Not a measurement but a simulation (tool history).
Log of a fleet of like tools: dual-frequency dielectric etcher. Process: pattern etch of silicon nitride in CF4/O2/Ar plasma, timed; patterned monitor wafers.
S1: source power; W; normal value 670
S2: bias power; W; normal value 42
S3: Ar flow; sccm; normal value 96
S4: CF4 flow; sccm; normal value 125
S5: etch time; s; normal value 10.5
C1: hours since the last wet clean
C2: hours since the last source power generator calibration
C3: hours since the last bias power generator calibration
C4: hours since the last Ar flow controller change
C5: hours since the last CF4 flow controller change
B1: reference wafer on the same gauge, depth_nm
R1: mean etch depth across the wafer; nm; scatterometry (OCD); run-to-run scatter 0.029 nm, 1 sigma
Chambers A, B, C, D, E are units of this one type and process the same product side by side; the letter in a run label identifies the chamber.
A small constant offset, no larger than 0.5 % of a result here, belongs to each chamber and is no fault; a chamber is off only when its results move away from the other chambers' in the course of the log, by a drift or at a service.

| run | hour | S1 | S2 | S3 | S4 | S5 | C1 | C2 | C3 | C4 | C5 | B1 | R1 |
|---|---|---|---|---|---|---|---|---|---|---|---|---|---|
| 1E | 7.5 | 670 | 42 | 96 | 125 | 10.5 | 168.5 | 3137.9 | 917.8 | 1556.8 | 2670 | 22.607 | 25.014 |
| 2D | 14.9 | 670 | 42 | 96 | 125 | 10.5 | 310.3 | 529.6 | 2977.2 | 2535.6 | 588.1 | 22.605 | 25.089 |
| 3C | 22.6 | 670 | 42 | 96 | 125 | 10.5 | 487.1 | 1386 | 2750.1 | 1634.5 | 713.8 | 22.609 | 25.098 |
| 4B | 28.9 | 670 | 42 | 96 | 125 | 10.5 | 528.9 | 469.1 | 1655.1 | 104.7 | 633.4 | 22.611 | 25.088 |
| 5A | 35.6 | 670 | 42 | 96 | 125 | 10.5 | 341.3 | 608.1 | 929.5 | 291.1 | 758.3 | 22.605 | 25.049 |
| 6D | 45.9 | 670 | 42 | 82 | 125 | 10.5 | 341.3 | 560.6 | 3008.2 | 2566.6 | 619.1 | 22.614 | 25.576 |
|  | 48.5 | chamber B: wet clean of the chamber |
| 7C | 52.4 | 670 | 42 | 82 | 125 | 10.5 | 516.9 | 1415.8 | 2779.9 | 1664.3 | 743.6 | 22.618 | 25.5 |
| 8B | 62.5 | 670 | 42 | 82 | 125 | 10.5 | 14 | 502.7 | 1688.7 | 138.3 | 667 | 22.622 | 25.578 |
| 9E | 70.9 | 670 | 42 | 82 | 125 | 10.5 | 231.9 | 3201.3 | 981.2 | 1620.2 | 2733.4 | 22.624 | 25.491 |
| 10A | 78.9 | 670 | 42 | 82 | 125 | 10.5 | 384.6 | 651.4 | 972.8 | 334.4 | 801.6 | 22.633 | 25.556 |
|  | 83.7 | chamber C: wet clean of the chamber |
|  | 88.9 | chamber D: wet clean of the chamber |
| 11D | 88.9 | 670 | 42 | 96 | 125 | 10.5 | 0 | 603.6 | 3051.2 | 2609.6 | 662.1 | 22.634 | 25.095 |
| 12B | 99.5 | 670 | 42 | 96 | 125 | 10.5 | 51 | 539.7 | 1725.7 | 175.3 | 704 | 22.642 | 25.097 |
| 13C | 107.5 | 670 | 42 | 96 | 125 | 10.5 | 23.8 | 1470.9 | 2835 | 1719.4 | 798.7 | 22.643 | 25.086 |
| 14A | 113.5 | 820 | 48 | 96 | 125 | 10.5 | 419.2 | 686 | 1007.4 | 369 | 836.2 | 22.646 | 31.488 |
|  | 117.1 | chamber A: wet clean of the chamber |
| 15E | 120.2 | 820 | 48 | 96 | 125 | 10.5 | 281.2 | 3250.6 | 1030.5 | 1669.5 | 2782.7 | 22.65 | 31.437 |
| 16C | 130.3 | 820 | 48 | 96 | 125 | 10.5 | 46.6 | 1493.7 | 2857.8 | 1742.2 | 821.5 | 22.652 | 31.446 |
| 17D | 142 | 820 | 48 | 96 | 125 | 10.5 | 53.1 | 656.7 | 3104.3 | 2662.7 | 715.2 | 22.661 | 31.424 |
| 18E | 148.1 | 820 | 48 | 96 | 125 | 10.5 | 309.1 | 3278.5 | 1058.4 | 1697.4 | 2810.6 | 22.661 | 31.487 |
| 19A | 157.6 | 670 | 42 | 96 | 125 | 10.5 | 40.5 | 730.1 | 1051.5 | 413.1 | 880.3 | 22.667 | 25.137 |
| 20B | 163.2 | 670 | 42 | 96 | 125 | 10.5 | 114.7 | 603.4 | 1789.4 | 239 | 767.7 | 22.664 | 25.089 |
| 21C | 169.7 | 670 | 42 | 96 | 125 | 10.5 | 86 | 1533.1 | 2897.2 | 1781.6 | 860.9 | 22.67 | 25.107 |
| 22E | 180.9 | 670 | 42 | 96 | 125 | 10.5 | 341.9 | 3311.3 | 1091.2 | 1730.2 | 2843.4 | 22.675 | 25.005 |
| 23B | 186.6 | 670 | 42 | 96 | 125 | 10.5 | 138.1 | 626.8 | 1812.8 | 262.4 | 791.1 | 22.677 | 25.08 |
| 24D | 192.4 | 670 | 42 | 96 | 125 | 10.5 | 103.5 | 707.1 | 3154.7 | 2713.1 | 765.6 | 22.677 | 25.155 |
| 25A | 202.6 | 670 | 42 | 96 | 125 | 10.5 | 85.5 | 775.1 | 1096.5 | 458.1 | 925.3 | 22.685 | 25.127 |
| 26D | 211.5 | 670 | 42 | 96 | 125 | 10.5 | 122.6 | 726.2 | 3173.8 | 2732.2 | 784.7 | 22.695 | 25.203 |
| 27E | 220.1 | 670 | 42 | 96 | 125 | 10.5 | 381.1 | 3350.5 | 1130.4 | 1769.4 | 2882.6 | 22.693 | 25.068 |
| 28C | 228 | 670 | 42 | 96 | 125 | 10.5 | 144.3 | 1591.4 | 2955.5 | 1839.9 | 919.2 | 22.694 | 25.123 |
| 29B | 235.9 | 510 | 42 | 96 | 125 | 8 | 187.4 | 676.1 | 1862.1 | 311.7 | 840.4 | 22.696 | 15.048 |
| 30A | 248.6 | 510 | 42 | 96 | 125 | 8 | 131.5 | 821.1 | 1142.5 | 504.1 | 971.3 | 22.7 | 15.038 |
|  | 257 | chamber B: bias power generator calibrated |
| 31B | 257.4 | 510 | 42 | 96 | 125 | 8 | 208.9 | 697.6 | 0.4 | 333.2 | 861.9 | 22.704 | 15.04 |

Predict what each chamber gives when all 5 of them run the settings below next.
| 32A | 266.6 | 670 | 42 | 96 | 125 | 10.5 |  |  |  |  |  |  | ? |
| 32B | 266.6 | 670 | 42 | 96 | 125 | 10.5 |  |  |  |  |  |  | ? |
| 32C | 266.6 | 670 | 42 | 96 | 125 | 10.5 |  |  |  |  |  |  | ? |
| 32D | 266.6 | 670 | 42 | 96 | 125 | 10.5 |  |  |  |  |  |  | ? |
| 32E | 266.6 | 670 | 42 | 96 | 125 | 10.5 |  |  |  |  |  |  | ? |

| run | R1 |
|---|---|
| 32A | 25.151 |
| 32B | 25.13 |
| 32C | 25.165 |
| 32D | 25.201 |
| 32E | 25.079 |
